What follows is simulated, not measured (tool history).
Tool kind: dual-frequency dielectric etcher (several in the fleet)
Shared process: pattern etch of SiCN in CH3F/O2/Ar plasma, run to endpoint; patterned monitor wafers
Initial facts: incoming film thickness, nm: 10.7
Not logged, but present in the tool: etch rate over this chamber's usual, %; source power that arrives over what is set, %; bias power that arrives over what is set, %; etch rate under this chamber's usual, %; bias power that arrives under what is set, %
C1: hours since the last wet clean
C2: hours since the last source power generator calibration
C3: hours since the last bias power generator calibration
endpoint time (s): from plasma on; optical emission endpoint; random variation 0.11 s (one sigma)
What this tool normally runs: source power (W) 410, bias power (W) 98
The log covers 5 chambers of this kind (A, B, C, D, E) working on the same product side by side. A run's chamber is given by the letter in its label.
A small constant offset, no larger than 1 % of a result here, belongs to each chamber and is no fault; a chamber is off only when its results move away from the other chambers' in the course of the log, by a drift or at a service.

{"run": "1B", "day": 0.342, "source power (W)": 410, "bias power (W)": 98, "C1": 217.4, "C2": 529.9, "C3": 1362.2, "endpoint time (s)": 25.257}
{"run": "2D", "day": 0.704, "source power (W)": 410, "bias power (W)": 98, "C1": 626.7, "C2": 105.6, "C3": 2015.3, "endpoint time (s)": 25.081}
{"run": "3A", "day": 0.992, "source power (W)": 410, "bias power (W)": 98, "C1": 106.4, "C2": 1062.2, "C3": 4352.3, "endpoint time (s)": 25.216}
{"run": "4E", "day": 1.225, "source power (W)": 410, "bias power (W)": 98, "C1": 249.0, "C2": 651.0, "C3": 409.1, "endpoint time (s)": 24.994}
{"run": "5C", "day": 1.425, "source power (W)": 350, "bias power (W)": 75, "C1": 223.5, "C2": 202.2, "C3": 1399.7, "endpoint time (s)": 29.43}
{"run": "6D", "day": 1.725, "source power (W)": 350, "bias power (W)": 75, "C1": 651.2, "C2": 130.1, "C3": 2039.8, "endpoint time (s)": 29.828}
{"run": "7E", "day": 1.904, "source power (W)": 350, "bias power (W)": 75, "C1": 265.3, "C2": 667.3, "C3": 425.4, "endpoint time (s)": 29.293}
{"day": 2.1, "done": "chamber D: wet clean of the chamber"}
{"run": "8A", "day": 2.108, "source power (W)": 350, "bias power (W)": 75, "C1": 133.2, "C2": 1089.0, "C3": 4379.1, "endpoint time (s)": 29.462}
{"run": "9C", "day": 2.425, "source power (W)": 350, "bias power (W)": 75, "C1": 247.5, "C2": 226.2, "C3": 1423.7, "endpoint time (s)": 29.399}
{"run": "10B", "day": 2.583, "source power (W)": 410, "bias power (W)": 98, "C1": 271.2, "C2": 583.7, "C3": 1416.0, "endpoint time (s)": 25.047}
{"run": "11C", "day": 2.829, "source power (W)": 410, "bias power (W)": 98, "C1": 257.2, "C2": 235.9, "C3": 1433.4, "endpoint time (s)": 25.315}
{"run": "12D", "day": 3.175, "source power (W)": 460, "bias power (W)": 98, "C1": 25.8, "C2": 164.9, "C3": 2074.6, "endpoint time (s)": 24.179}
{"run": "13E", "day": 3.488, "source power (W)": 460, "bias power (W)": 98, "C1": 303.3, "C2": 705.3, "C3": 463.4, "endpoint time (s)": 23.927}
{"day": 3.75, "done": "chamber A: bias power generator calibrated"}
{"run": "14B", "day": 3.792, "source power (W)": 460, "bias power (W)": 98, "C1": 300.2, "C2": 612.7, "C3": 1445.0, "endpoint time (s)": 23.995}
{"run": "15A", "day": 4.062, "source power (W)": 460, "bias power (W)": 98, "C1": 180.1, "C2": 1135.9, "C3": 7.5, "endpoint time (s)": 24.363}
{"run": "16A", "day": 4.288, "source power (W)": 460, "bias power (W)": 98, "C1": 185.5, "C2": 1141.3, "C3": 12.9, "endpoint time (s)": 24.178}
{"run": "17C", "day": 4.646, "source power (W)": 410, "bias power (W)": 77, "C1": 300.8, "C2": 279.5, "C3": 1477.0, "endpoint time (s)": 27.499}
{"run": "18D", "day": 4.992, "source power (W)": 410, "bias power (W)": 77, "C1": 69.4, "C2": 208.5, "C3": 2118.2, "endpoint time (s)": 27.585}
{"run": "19B", "day": 5.175, "source power (W)": 410, "bias power (W)": 77, "C1": 333.4, "C2": 645.9, "C3": 1478.2, "endpoint time (s)": 27.416}
{"run": "20E", "day": 5.392, "source power (W)": 410, "bias power (W)": 77, "C1": 349.0, "C2": 751.0, "C3": 509.1, "endpoint time (s)": 27.621}
{"run": "21A", "day": 5.575, "source power (W)": 410, "bias power (W)": 77, "C1": 216.4, "C2": 1172.2, "C3": 43.8, "endpoint time (s)": 27.599}
{"run": "22D", "day": 5.779, "source power (W)": 410, "bias power (W)": 98, "C1": 88.3, "C2": 227.4, "C3": 2137.1, "endpoint time (s)": 25.36}
{"run": "23B", "day": 6.117, "source power (W)": 440, "bias power (W)": 110, "C1": 356.0, "C2": 668.5, "C3": 1500.8, "endpoint time (s)": 23.345}
{"run": "24E", "day": 6.3, "source power (W)": 440, "bias power (W)": 110, "C1": 370.8, "C2": 772.8, "C3": 530.9, "endpoint time (s)": 23.436}
{"run": "25C", "day": 6.504, "source power (W)": 440, "bias power (W)": 110, "C1": 345.4, "C2": 324.1, "C3": 1521.6, "endpoint time (s)": 23.432}
{"run": "26C", "day": 6.696, "source power (W)": 440, "bias power (W)": 110, "C1": 350.0, "C2": 328.7, "C3": 1526.2, "endpoint time (s)": 23.512}
{"run": "27D", "day": 6.929, "source power (W)": 440, "bias power (W)": 110, "C1": 115.9, "C2": 255.0, "C3": 2164.7, "endpoint time (s)": 23.606}
{"run": "28A", "day": 7.242, "source power (W)": 410, "bias power (W)": 98, "C1": 256.4, "C2": 1212.2, "C3": 83.8, "endpoint time (s)": 25.225}
{"run": "29B", "day": 7.483, "source power (W)": 410, "bias power (W)": 84, "C1": 388.8, "C2": 701.3, "C3": 1533.6, "endpoint time (s)": 26.423}
{"run": "30E", "day": 7.696, "source power (W)": 410, "bias power (W)": 84, "C1": 404.3, "C2": 806.3, "C3": 564.4, "endpoint time (s)": 26.386}
{"day": 7.746, "done": "chamber C: wet clean of the chamber"}
{"run": "31A", "day": 7.971, "source power (W)": 410, "bias power (W)": 84, "C1": 273.9, "C2": 1229.7, "C3": 101.3, "endpoint time (s)": 26.616}
{"run": "32B", "day": 8.279, "source power (W)": 410, "bias power (W)": 84, "C1": 407.9, "C2": 720.4, "C3": 1552.7, "endpoint time (s)": 26.309}
{"run": "33D", "day": 8.558, "source power (W)": 410, "bias power (W)": 84, "C1": 155.0, "C2": 294.1, "C3": 2203.8, "endpoint time (s)": 26.953}
{"run": "34E", "day": 8.767, "source power (W)": 500, "bias power (W)": 89, "C1": 430.0, "C2": 832.0, "C3": 590.1, "endpoint time (s)": 24.338}
{"run": "35C", "day": 9.121, "source power (W)": 500, "bias power (W)": 89, "C1": 33.1, "C2": 386.9, "C3": 1584.4, "endpoint time (s)": 24.089}
{"run": "36B", "day": 9.338, "source power (W)": 500, "bias power (W)": 89, "C1": 433.3, "C2": 745.8, "C3": 1578.1, "endpoint time (s)": 24.084}
{"run": "37E", "day": 9.704, "source power (W)": 500, "bias power (W)": 89, "C1": 452.5, "C2": 854.5, "C3": 612.6, "endpoint time (s)": 24.185}
{"run": "38A", "day": 10.029, "source power (W)": 500, "bias power (W)": 89, "C1": 323.3, "C2": 1279.1, "C3": 150.7, "endpoint time (s)": 24.383}
{"run": "39C", "day": 10.367, "source power (W)": 410, "bias power (W)": 119, "C1": 63.0, "C2": 416.8, "C3": 1614.3, "endpoint time (s)": 23.501}
{"run": "40D", "day": 10.646, "source power (W)": 410, "bias power (W)": 119, "C1": 205.1, "C2": 344.2, "C3": 2253.9, "endpoint time (s)": 23.447}
{"run": "41C", "day": 10.821, "source power (W)": 410, "bias power (W)": 119, "C1": 73.9, "C2": 427.7, "C3": 1625.2, "endpoint time (s)": 23.37}

Has any chamber moved away from the others, gradually or after a service, or does the common gauge drift, or do the chambers differ only by their own small steady offsets? State the chamber and the most likely cause if one applies.

Beyond each chamber's small constant offset nothing stands out, and the gauge stays steady.
